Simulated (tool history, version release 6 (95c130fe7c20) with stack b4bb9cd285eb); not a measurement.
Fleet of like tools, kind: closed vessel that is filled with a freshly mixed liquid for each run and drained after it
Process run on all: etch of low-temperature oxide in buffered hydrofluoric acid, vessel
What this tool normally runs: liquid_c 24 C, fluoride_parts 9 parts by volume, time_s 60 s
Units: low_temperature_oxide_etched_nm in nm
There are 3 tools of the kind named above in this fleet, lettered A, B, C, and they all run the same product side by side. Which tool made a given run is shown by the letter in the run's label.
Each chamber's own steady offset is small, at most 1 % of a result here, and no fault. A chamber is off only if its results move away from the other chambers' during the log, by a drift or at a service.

run	day	liquid_c	fluoride_parts	time_s	hours since the thermometer was replaced	hours since the hydrofluoric acid flow meter was replaced	read-back film thickness of the low-temperature oxide reference wafer, read on the same gauge (nm)	low_temperature_oxide_etched_nm
1C	0.171	24	9	60	1296.5	384.0	40.001	170.50
2B	0.442	24	9	60	1049.0	1380.5	39.983	167.38
3A	0.775	24	9	60	22.8	670.7	40.042	170.07
4A	0.975	24	9	60	27.6	675.5	39.988	170.47
5B	1.179	24	9	60	1066.7	1398.2	39.993	169.00
6C	1.542	24	11	75	1329.4	416.9	39.987	180.76
7B	1.754	24	11	75	1080.5	1412.0	40.031	179.86
8C	1.929	24	11	75	1338.7	426.2	40.025	181.34
9A	2.225	24	9	60	57.6	705.5	40.054	170.39
10B	2.521	24	9	60	1098.9	1430.4	39.980	168.11
11C	2.875	24	9	60	1361.4	448.9	39.987	168.99
12A	3.254	24	9	60	82.3	730.2	39.949	171.57
# day 3.400: chamber C: hydrofluoric acid flow meter replaced
13C	3.588	24	9	60	1378.5	4.6	40.011	169.51
14B	3.792	24	9	60	1129.4	1460.9	39.977	166.85
15A	3.992	24	9	60	100.0	747.9	40.046	170.68
16C	4.192	24	9	60	1393.0	19.1	40.004	169.27
17B	4.558	24	9	60	1147.8	1479.3	39.993	167.20
18A	4.888	24	9	60	121.5	769.4	39.987	170.34
19A	5.067	24	9	60	125.8	773.7	40.030	170.38
20C	5.396	24	9	60	1421.9	48.0	40.042	169.41
21B	5.762	24	9	60	1176.7	1508.2	40.038	166.64
22A	6.112	24	9	60	150.9	798.8	40.008	170.27
23C	6.438	24	9	60	1446.9	73.0	39.987	169.51
24B	6.717	24	9	60	1199.6	1531.1	40.044	164.78
25A	7.067	24	9	60	173.8	821.7	40.001	169.89

Read the log: is a single chamber off, either drifting away or since a service, is the gauge that measures every chamber drifting, or is nothing wrong beyond small per-chamber offsets? Name any odd chamber and what most likely caused it.

One chamber, B, drifts off from the rest bit by bit.
What lies behind it: hydrofluoric acid flow below the setpoint (%) = 5.24.
The log may not tell that from: liquid colder than its thermometer reads (K).

Which of the 4 candidates below, each the usual settings with something changed and its results left as question marks, puts chamber B back in line with what the other chambers give on the usual settings?
Maximum distance from the other chambers' mean on the usual settings for a result to count as in line: low_temperature_oxide_etched_nm 2.70 nm
26B-1	7.346	24.0	9.5	60				?
26B-2	7.346	24.5	8.5	60				?
26B-3	7.346	24.0	8.5	60				?
26B-4	7.346	23.5	9.5	60				?

Average result of the remaining chambers running the usual settings: low_temperature_oxide_etched_nm 169.83 nm
run	low_temperature_oxide_etched_nm
26B-1	158.58
26B-2	175.35
26B-3	170.64
26B-4	154.31
The answer is 26B-3, which returns the chamber to within the allowed miss of the others.

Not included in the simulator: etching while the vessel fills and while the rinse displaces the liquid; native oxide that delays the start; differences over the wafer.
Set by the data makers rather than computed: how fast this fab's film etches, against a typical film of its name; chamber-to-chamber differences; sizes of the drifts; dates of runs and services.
